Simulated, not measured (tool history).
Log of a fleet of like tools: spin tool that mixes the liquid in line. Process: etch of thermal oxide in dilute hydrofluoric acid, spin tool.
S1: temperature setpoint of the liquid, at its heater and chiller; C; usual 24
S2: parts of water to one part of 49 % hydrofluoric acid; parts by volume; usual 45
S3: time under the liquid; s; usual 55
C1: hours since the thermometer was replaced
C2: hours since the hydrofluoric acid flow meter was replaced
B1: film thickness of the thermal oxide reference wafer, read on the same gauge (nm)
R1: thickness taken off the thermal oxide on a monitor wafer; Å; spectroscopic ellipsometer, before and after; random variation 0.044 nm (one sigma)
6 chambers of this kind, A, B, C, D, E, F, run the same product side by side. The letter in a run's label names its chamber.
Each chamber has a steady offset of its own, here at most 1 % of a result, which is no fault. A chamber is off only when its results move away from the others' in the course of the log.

run   hour  S1  S2  S3      C1     C2      B1       R1
 1D    7.4  24  45  55  2585.1  847.7  139.99   61.281
 2C   13.2  24  45  55   292.9   75.1  139.98   62.001
 3F   23.3  24  45  55  1373.2  694.4  140.01   62.094
 4A   32.0  24  45  55   534.9  361.6  140.01   62.245
 5B   39.9  24  45  55   241.8  548.8  140.02   62.060
 6E   44.5  24  45  55   624.1  575.8  140.01   61.923
 7D   54.4  24  45  55  2632.1  894.7  140.00   61.399
 8E   59.0  24  30  85   638.6  590.3  140.01  147.060
 9A   64.3  24  30  85   567.2  393.9  140.02  145.120
10F   71.7  24  30  85  1421.6  742.8  140.00  143.510
11B   78.9  24  30  85   280.8  587.8  139.98  147.390
      79.2  -- chamber D: thermometer replaced
12C   83.5  24  30  85   363.2  145.4  140.00  146.010
      87.7  -- chamber E: thermometer replaced
13C   88.2  24  30  85   367.9  150.1  140.00  144.940
14A   94.2  24  45  55   597.1  423.8  140.00   61.202
15E  101.4  24  45  55    13.7  632.7  140.01   62.446
16D  108.6  24  45  55    29.5  948.9  140.01   61.722
17F  119.1  24  45  55  1469.0  790.2  140.02   61.618
     119.4  -- chamber D: hydrofluoric acid flow meter replaced
18B  123.7  24  45  55   325.6  632.6  139.99   62.659
19B  130.7  24  45  55   332.6  639.6  140.02   63.709
20A  136.3  24  45  55   639.2  465.9  140.03   61.759
21C  144.1  24  45  55   423.8  206.0  140.01   62.371
22E  149.6  24  45  55    61.9  680.9  140.01   61.772
23D  154.8  24  45  55    75.7   35.4  140.03   61.620
24F  164.7  24  45  55  1514.6  835.8  139.99   61.712
25D  172.4  24  45  55    93.3   53.0  139.99   62.187
26C  177.6  24  45  25   457.3  239.5  139.99   28.124
27F  183.2  24  45  25  1533.1  854.3  139.99   27.805
28A  192.9  24  45  25   695.8  522.5  140.00   27.943
29B  201.2  24  45  25   403.1  710.1  139.99   29.655
30E  210.2  24  45  25   122.5  741.5  139.99   28.252
31E  218.2  24  45  25   130.5  749.5  139.98   27.903
32F  228.8  24  45  55  1578.7  899.9  140.01   61.592
33C  237.7  24  45  55   517.4  299.6  140.02   61.890
34D  246.7  24  45  55   167.6  127.3  140.01   61.310
35A  254.3  24  45  55   757.2  583.9  139.99   61.974
36B  260.0  24  45  55   461.9  768.9  140.02   66.483
37C  269.6  24  45  55   549.3  331.5  140.02   61.273
38A  276.1  24  45  55   779.0  605.7  139.99   61.698
39E  283.5  24  45  55   195.8  814.8  140.01   61.052
40D  291.3  24  45  55   212.2  171.9  140.01   61.870
41B  301.2  24  45  55   503.1  810.1  140.02   67.908

What goes on in this fleet: one chamber off, a drifting gauge, or nothing beyond the chambers' own small offsets? Name the chamber and the cause, if any.

Chamber B drifts away from the others.
Cause: liquid hotter than its thermometer reads (K) = 2.09.
The log may not tell that from: hydrofluoric acid flow above the setpoint (%).

Here are 4 candidates for chamber B's next run, each the usual settings with a change, their results left as question marks. Which one brings its results back in line with what the others give on the usual settings?
In line means no further than this from the other chambers' mean on the usual settings: R1 1.500 Å
42B-1  308.8  27.5  45  55               ?
42B-2  308.8  23.0  50  55               ?
42B-3  308.8  24.0  45  60               ?
42B-4  308.8  24.0  45  50               ?

The other chambers' mean on the usual settings: R1 61.597 Å
  run      R1
42B-1  77.973
42B-2  58.143
42B-3  73.836
42B-4  61.530
42B-4 brings the chamber back in line.
